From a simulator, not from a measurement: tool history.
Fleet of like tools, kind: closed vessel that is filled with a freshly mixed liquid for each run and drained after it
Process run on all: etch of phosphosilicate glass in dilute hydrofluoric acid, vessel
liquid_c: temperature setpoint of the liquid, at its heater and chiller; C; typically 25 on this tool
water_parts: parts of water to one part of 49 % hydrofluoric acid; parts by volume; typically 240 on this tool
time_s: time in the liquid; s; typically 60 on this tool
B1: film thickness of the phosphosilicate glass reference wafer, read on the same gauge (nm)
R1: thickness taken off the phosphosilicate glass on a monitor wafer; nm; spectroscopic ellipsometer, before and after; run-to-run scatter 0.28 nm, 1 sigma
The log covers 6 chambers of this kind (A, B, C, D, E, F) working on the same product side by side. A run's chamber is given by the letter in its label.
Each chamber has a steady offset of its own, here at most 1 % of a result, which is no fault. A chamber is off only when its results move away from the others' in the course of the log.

{"run": "1F", "hour": 4.0, "liquid_c": 25, "water_parts": 240, "time_s": 60, "B1": 140, "R1": 41.083}
{"run": "2D", "hour": 7.2, "liquid_c": 25, "water_parts": 240, "time_s": 60, "B1": 139.99, "R1": 40.949}
{"run": "3B", "hour": 13.4, "liquid_c": 25, "water_parts": 240, "time_s": 60, "B1": 140.02, "R1": 41.51}
{"run": "4A", "hour": 19.1, "liquid_c": 25, "water_parts": 240, "time_s": 60, "B1": 139.99, "R1": 41.472}
{"run": "5E", "hour": 21.9, "liquid_c": 25, "water_parts": 240, "time_s": 60, "B1": 140.01, "R1": 41.375}
{"run": "6C", "hour": 28.1, "liquid_c": 25, "water_parts": 240, "time_s": 60, "B1": 140.02, "R1": 40.549}
{"run": "7C", "hour": 33.3, "liquid_c": 25, "water_parts": 240, "time_s": 60, "B1": 139.99, "R1": 40.493}
{"run": "8A", "hour": 38.2, "liquid_c": 25, "water_parts": 240, "time_s": 60, "B1": 140, "R1": 41.239}
{"run": "9F", "hour": 44.4, "liquid_c": 25, "water_parts": 175, "time_s": 30, "B1": 140.04, "R1": 29.656}
{"run": "10D", "hour": 48.2, "liquid_c": 25, "water_parts": 175, "time_s": 30, "B1": 139.99, "R1": 30.279}
{"run": "11B", "hour": 54.5, "liquid_c": 25, "water_parts": 175, "time_s": 30, "B1": 140.05, "R1": 30.251}
{"run": "12E", "hour": 57.7, "liquid_c": 25, "water_parts": 175, "time_s": 30, "B1": 139.97, "R1": 30.377}
{"run": "13E", "hour": 61.4, "liquid_c": 25, "water_parts": 175, "time_s": 30, "B1": 140.03, "R1": 30.592}
{"run": "14F", "hour": 64.9, "liquid_c": 25, "water_parts": 175, "time_s": 30, "B1": 139.96, "R1": 29.868}
{"run": "15D", "hour": 69.4, "liquid_c": 25, "water_parts": 240, "time_s": 60, "B1": 140.01, "R1": 41.183}
{"run": "16A", "hour": 75.1, "liquid_c": 25, "water_parts": 240, "time_s": 60, "B1": 140.04, "R1": 41.438}
{"run": "17C", "hour": 81.2, "liquid_c": 25, "water_parts": 240, "time_s": 60, "B1": 140.02, "R1": 41.053}
{"run": "18B", "hour": 87.3, "liquid_c": 25, "water_parts": 240, "time_s": 60, "B1": 140, "R1": 40.86}
{"run": "19E", "hour": 92.5, "liquid_c": 25, "water_parts": 240, "time_s": 60, "B1": 139.97, "R1": 41.256}
{"run": "20C", "hour": 96.5, "liquid_c": 25, "water_parts": 240, "time_s": 60, "B1": 139.97, "R1": 40.64}
{"run": "21A", "hour": 102.4, "liquid_c": 29.5, "water_parts": 345, "time_s": 60, "B1": 140, "R1": 29.773}
{"hour": 104.1, "done": "chamber C: hydrofluoric acid flow meter replaced"}
{"run": "22D", "hour": 108.2, "liquid_c": 29.5, "water_parts": 345, "time_s": 60, "B1": 140.04, "R1": 29.583}
{"run": "23B", "hour": 113.7, "liquid_c": 29.5, "water_parts": 345, "time_s": 60, "B1": 140.02, "R1": 30.006}
{"run": "24F", "hour": 117.0, "liquid_c": 29.5, "water_parts": 345, "time_s": 60, "B1": 140, "R1": 29.514}
{"run": "25B", "hour": 121.5, "liquid_c": 29.5, "water_parts": 345, "time_s": 60, "B1": 140.01, "R1": 29.683}
{"run": "26E", "hour": 126.3, "liquid_c": 29.5, "water_parts": 345, "time_s": 60, "B1": 140.02, "R1": 30.12}
{"run": "27F", "hour": 130.1, "liquid_c": 25, "water_parts": 240, "time_s": 60, "B1": 139.99, "R1": 40.324}
{"run": "28D", "hour": 136.5, "liquid_c": 25, "water_parts": 240, "time_s": 60, "B1": 140.01, "R1": 41.44}
{"run": "29A", "hour": 141.9, "liquid_c": 28, "water_parts": 240, "time_s": 40, "B1": 140.01, "R1": 30.404}
{"run": "30C", "hour": 147.6, "liquid_c": 28, "water_parts": 240, "time_s": 40, "B1": 140.02, "R1": 30.258}
{"run": "31A", "hour": 151.8, "liquid_c": 28, "water_parts": 240, "time_s": 40, "B1": 139.99, "R1": 30.622}
{"run": "32E", "hour": 157.0, "liquid_c": 28, "water_parts": 240, "time_s": 40, "B1": 140, "R1": 31.043}
{"run": "33C", "hour": 162.0, "liquid_c": 28, "water_parts": 240, "time_s": 40, "B1": 140.01, "R1": 30.428}
{"run": "34D", "hour": 167.0, "liquid_c": 28, "water_parts": 240, "time_s": 40, "B1": 140.02, "R1": 30.196}
{"run": "35B", "hour": 173.0, "liquid_c": 25, "water_parts": 240, "time_s": 60, "B1": 140.03, "R1": 40.78}
{"run": "36F", "hour": 177.8, "liquid_c": 25, "water_parts": 240, "time_s": 60, "B1": 140.03, "R1": 40.633}
{"run": "37A", "hour": 181.7, "liquid_c": 28.5, "water_parts": 145, "time_s": 60, "B1": 140.03, "R1": 87.414}
{"run": "38D", "hour": 184.7, "liquid_c": 28.5, "water_parts": 145, "time_s": 60, "B1": 140.04, "R1": 84.557}

Next, every chamber runs the same settings. What will each give?
{"run": "39A", "hour": 189.3, "liquid_c": 25, "water_parts": 240, "time_s": 60, "R1": "?"}
{"run": "39B", "hour": 189.3, "liquid_c": 25, "water_parts": 240, "time_s": 60, "R1": "?"}
{"run": "39C", "hour": 189.3, "liquid_c": 25, "water_parts": 240, "time_s": 60, "R1": "?"}
{"run": "39D", "hour": 189.3, "liquid_c": 25, "water_parts": 240, "time_s": 60, "R1": "?"}
{"run": "39E", "hour": 189.3, "liquid_c": 25, "water_parts": 240, "time_s": 60, "R1": "?"}
{"run": "39F", "hour": 189.3, "liquid_c": 25, "water_parts": 240, "time_s": 60, "R1": "?"}

run=39A R1=41.822
run=39B R1=41.43
run=39C R1=40.726
run=39D R1=40.918
run=39E R1=41.324
run=39F R1=40.813
